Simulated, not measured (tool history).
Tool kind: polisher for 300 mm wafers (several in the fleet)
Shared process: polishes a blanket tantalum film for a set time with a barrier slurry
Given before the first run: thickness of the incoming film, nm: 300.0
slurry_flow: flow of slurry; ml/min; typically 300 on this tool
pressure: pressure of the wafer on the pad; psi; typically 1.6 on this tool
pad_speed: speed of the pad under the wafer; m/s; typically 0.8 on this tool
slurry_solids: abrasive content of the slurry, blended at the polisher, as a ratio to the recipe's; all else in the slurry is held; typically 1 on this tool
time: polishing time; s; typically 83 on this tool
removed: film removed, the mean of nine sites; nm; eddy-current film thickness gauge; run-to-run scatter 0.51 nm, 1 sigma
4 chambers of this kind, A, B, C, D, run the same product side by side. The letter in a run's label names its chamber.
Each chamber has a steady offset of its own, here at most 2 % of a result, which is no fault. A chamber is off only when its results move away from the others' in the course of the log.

run,day,slurry_flow,pressure,pad_speed,slurry_solids,time,removed
1A,0.338,300,1.6,0.8,1,83,72.888
# day 0.562: chamber C: slurry nozzle cleaned
2B,0.7,300,1.6,0.8,1,83,72.017
3C,1.088,300,1.6,0.8,1,83,72.456
# day 1.162: chamber A: worn pad replaced by a new one
# day 1.25: chamber A: slurry blender recalibrated
4D,1.354,300,1.6,0.8,1,83,73.906
5B,1.65,300,1.6,0.8,1,83,71.846
6D,1.896,300,1.6,0.8,1,83,72.38
7A,2.108,300,1.6,0.8,1,83,73.24
8C,2.342,300,1.6,0.8,1,83,71.927
9B,2.608,300,1.6,0.8,1,83,71.278
10D,2.862,300,1.6,0.8,1,83,71.768
11A,3.096,300,1.6,0.8,1,83,72.927
# day 3.108: chamber D: worn pad replaced by a new one
# day 3.175: chamber B: worn pad replaced by a new one
12C,3.412,300,1.6,0.8,1,83,73.196
13B,3.746,300,1.6,0.8,1,83,72.339
14C,4.171,300,1.6,0.8,1,83,73.291
# day 4.408: chamber C: worn pad replaced by a new one
15A,4.558,245,1.6,0.8,0.7,83,64.12
16D,4.804,245,1.6,0.8,0.7,83,60.481
# day 5.15: chamber A: worn pad replaced by a new one
17D,5.225,245,1.6,0.8,0.7,83,59.928
18B,5.496,245,1.6,0.8,0.7,83,61.984
19A,5.758,300,1.6,0.8,1,83,72.24
20C,5.988,300,1.6,0.8,1,83,72.358
21B,6.2,300,1.6,0.8,1,83,71.807
22D,6.488,300,1.6,0.8,1,83,68.904
# day 6.862: chamber C: slurry blender recalibrated
23A,6.946,300,1.6,0.8,1,83,73.451
24C,7.279,300,1.6,0.8,1,83,72.898
25A,7.708,300,1.6,0.8,1,83,73.194

Does one chamber stand apart from the rest, does the shared gauge drift, or is all well apart from small per-chamber offsets? Give the chamber and the most likely cause, where there is one.

One chamber, D, drifts off from the rest bit by bit.
Most likely cause: abrasive missing from the slurry, % = 21.3.
The log may not separate it from: head's pressure below its setpoint, %.

Which of the 4 candidates below, each the usual settings with something changed and its results left as question marks, puts chamber D back in line with what the other chambers give on the usual settings?
In line means no further than this from the other chambers' mean on the usual settings: removed 1.8 nm
26D-1,8.042,300,1.7,0.82,1,86,?
26D-2,8.042,300,1.6,0.74,1,83,?
26D-3,8.042,300,1.6,0.76,1,78,?
26D-4,8.042,300,1.7,0.8,1,83,?

The other chambers' mean on the usual settings: removed 72.441 nm
run,removed
26D-1,76.323
26D-2,62.424
26D-3,60.275
26D-4,71.838
Change 26D-4 lands the chamber within the allowed miss of the other chambers.
